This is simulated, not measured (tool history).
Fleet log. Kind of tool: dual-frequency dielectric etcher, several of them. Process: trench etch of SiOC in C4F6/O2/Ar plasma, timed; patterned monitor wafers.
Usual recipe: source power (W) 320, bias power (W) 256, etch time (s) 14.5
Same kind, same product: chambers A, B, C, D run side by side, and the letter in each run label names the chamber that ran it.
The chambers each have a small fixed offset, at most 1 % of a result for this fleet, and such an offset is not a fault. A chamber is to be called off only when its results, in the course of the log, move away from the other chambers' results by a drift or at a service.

run,day,source power (W),bias power (W),etch time (s),"read-back reference wafer on the same gauge, depth_nm",mean etch depth across the wafer (Å)
1D,0.442,320,256,14.5,33.295,308.91
# day 0.588: chamber A: bias power generator calibrated
2B,0.946,320,256,14.5,33.313,309.94
3C,1.312,320,256,14.5,33.306,311.03
4A,1.867,320,256,14.5,33.314,310.62
5C,2.325,320,256,14.5,33.294,311.29
6B,2.871,320,280,11.5,33.285,254.40
7A,3.471,320,280,11.5,33.323,253.76
8D,4.004,320,280,11.5,33.275,254.58
9A,4.404,320,280,11.5,33.286,255.01
# day 4.442: chamber A: wet clean of the chamber
10D,4.758,320,256,14.5,33.301,309.92
11B,5.175,320,256,14.5,33.288,310.54
12C,5.717,320,256,14.5,33.321,312.79
13A,6.025,320,256,14.5,33.280,314.74
14B,6.692,320,279,14.5,33.263,318.59
15C,7.138,320,279,14.5,33.300,321.98
16D,7.450,320,279,14.5,33.284,321.68
17B,7.929,320,279,14.5,33.287,321.13
18D,8.529,320,256,14.5,33.300,308.40
# day 8.975: chamber D: wet clean of the chamber
19A,9.121,320,256,14.5,33.298,317.37
20C,9.675,320,276,13.0,33.299,288.14
21A,10.154,320,276,13.0,33.292,290.12
22D,10.762,320,276,13.0,33.298,284.61
23B,11.108,320,276,13.0,33.302,285.99
24C,11.512,320,295,14.5,33.308,329.03

The same settings go to every chamber for the next run, one line per chamber below. Forecast the results for each:
25A,11.992,320,256,14.5,,?
25B,11.992,320,256,14.5,,?
25C,11.992,320,256,14.5,,?
25D,11.992,320,256,14.5,,?

run,mean etch depth across the wafer (Å)
25A,316.54
25B,311.00
25C,312.65
25D,309.93

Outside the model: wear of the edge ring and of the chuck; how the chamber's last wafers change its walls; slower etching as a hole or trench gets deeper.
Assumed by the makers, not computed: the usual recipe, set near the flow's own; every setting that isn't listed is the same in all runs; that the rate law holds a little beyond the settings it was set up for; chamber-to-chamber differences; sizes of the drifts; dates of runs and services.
